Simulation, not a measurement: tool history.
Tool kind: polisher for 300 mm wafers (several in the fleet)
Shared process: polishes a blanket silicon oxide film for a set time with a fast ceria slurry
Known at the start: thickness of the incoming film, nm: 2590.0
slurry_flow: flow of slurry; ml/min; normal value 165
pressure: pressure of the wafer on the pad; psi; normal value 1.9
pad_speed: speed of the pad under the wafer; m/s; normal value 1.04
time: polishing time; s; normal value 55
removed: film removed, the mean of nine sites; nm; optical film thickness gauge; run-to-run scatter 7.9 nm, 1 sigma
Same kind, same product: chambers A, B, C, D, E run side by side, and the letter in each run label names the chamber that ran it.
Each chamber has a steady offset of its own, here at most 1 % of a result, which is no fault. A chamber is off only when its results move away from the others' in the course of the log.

run   hour  slurry_flow  pressure  pad_speed  time  removed
      10.6  -- chamber D: slurry nozzle cleaned
      12.8  -- chamber D: worn pad replaced by a new one
 1A   14.4          165       1.9       1.04    55   722.02
      21.5  -- chamber A: worn pad replaced by a new one
 2E   26.1          165       1.9       1.04    55   728.95
      26.9  -- chamber E: worn pad replaced by a new one
      29.2  -- chamber C: worn pad replaced by a new one
 3C   34.8          165       1.9       1.04    55   726.71
 4B   49.4          165       1.9       1.04    55   713.11
 5D   63.9          165       1.5       1.04    62   639.08
 6E   76.9          165       1.5       1.04    62   627.64
 7B   88.8          165       1.5       1.04    62   631.41
 8C   97.2          165       1.5       1.04    62   633.66
      99.2  -- chamber A: worn pad replaced by a new one
     103.5  -- chamber D: worn pad replaced by a new one
     104.6  -- chamber E: worn pad replaced by a new one
 9A  112.3          165       1.5       1.04    62   654.55
     118.9  -- chamber B: worn pad replaced by a new one
     119.2  -- chamber D: head pressure recalibrated
10D  126.7          165       1.9       1.04    55   728.47
11C  136.5          165       1.9       1.04    55   724.19
     137.2  -- chamber C: worn pad replaced by a new one
     142.8  -- chamber A: slurry nozzle cleaned
12B  151.1          165       1.5       1.04    55   568.19
13D  163.5          165       1.5       1.04    55   558.66
14E  173.4          165       1.5       1.04    55   536.07
     182.0  -- chamber B: head pressure recalibrated
15A  182.6          165       1.5       1.04    55   562.94
     187.9  -- chamber B: slurry nozzle cleaned
     190.2  -- chamber D: worn pad replaced by a new one
     193.5  -- chamber A: worn pad replaced by a new one
16A  195.0          165       1.5       1.04    55   561.46
     196.4  -- chamber E: worn pad replaced by a new one
17E  210.0          165       1.9       1.04    55   687.45
     212.2  -- chamber C: slurry nozzle cleaned
     214.1  -- chamber C: head pressure recalibrated
18D  220.0          165       1.9       1.04    55   725.28
19C  231.7          165       1.9       1.04    55   715.94
20B  242.0          165       1.9       1.04    55   709.81
21B  253.2          165       1.9       1.04    55   727.86
     255.2  -- chamber B: worn pad replaced by a new one
22A  261.4          165       1.9       1.04    55   716.14
     264.2  -- chamber C: worn pad replaced by a new one
23D  272.4          165       1.9       1.04    55   706.33
     278.8  -- chamber D: worn pad replaced by a new one
24C  282.0          165       1.9       1.04    55   720.06
     285.8  -- chamber A: worn pad replaced by a new one
25E  291.4          165       1.9       1.04    55   666.68
     291.6  -- chamber E: worn pad replaced by a new one
26E  304.0          165       1.9       1.04    55   657.67
27B  315.6          165       1.9       1.04    55   716.25
28D  322.8          165       1.3       1.04    55   495.81
29C  333.3          165       1.3       1.04    55   497.93
     338.1  -- chamber E: slurry nozzle cleaned
30A  346.5          165       1.3       1.04    55   496.23
     357.5  -- chamber D: worn pad replaced by a new one
31E  357.7          165       1.3       1.04    55   444.60
32B  370.4          165       1.3       1.04    55   487.51
     373.3  -- chamber B: worn pad replaced by a new one
     374.3  -- chamber A: worn pad replaced by a new one
     374.8  -- chamber A: slurry nozzle cleaned
     384.9  -- chamber A: head pressure recalibrated
33C  385.6          165       1.9       1.04    55   718.75
     386.1  -- chamber C: worn pad replaced by a new one
34D  394.5          165       1.9       1.04    55   721.10
35A  402.4          165       1.9       1.04    55   722.55
36D  411.5          165       1.9       1.04    55   727.36
     411.6  -- chamber B: slurry nozzle cleaned
37A  424.4          165       2.1       1.04    47   669.22
38C  433.4          165       2.1       1.04    47   672.79
39B  440.7          165       2.1       1.04    47   676.28

Does one chamber stand apart from the rest, does the shared gauge drift, or is all well apart from small per-chamber offsets? Give the chamber and the most likely cause, where there is one.

It is chamber E that slowly wanders off from its peers.
What lies behind it: head's pressure below its setpoint, % = 10.3.

Below are 4 candidate recipes for chamber E's next run, each the usual settings with a change, their results shown as question marks. Which of them brings E's results back in line with what the other chambers give on the usual settings?
To be in line, a result may differ from the other chambers' mean on the usual settings by at most: removed 27.00 nm
40E-1  451.6          165       1.9       1.04    52        ?
40E-2  451.6          160       1.9       0.92    55        ?
40E-3  451.6          165       1.9       1.16    55        ?
40E-4  451.6          165       1.9       1.06    56        ?

Usual-settings mean across the other chambers: removed 718.88 nm
  run  removed
40E-1   606.78
40E-2   563.95
40E-3   716.83
40E-4   666.19
The answer is 40E-3, which returns the chamber to within the allowed miss of the others.
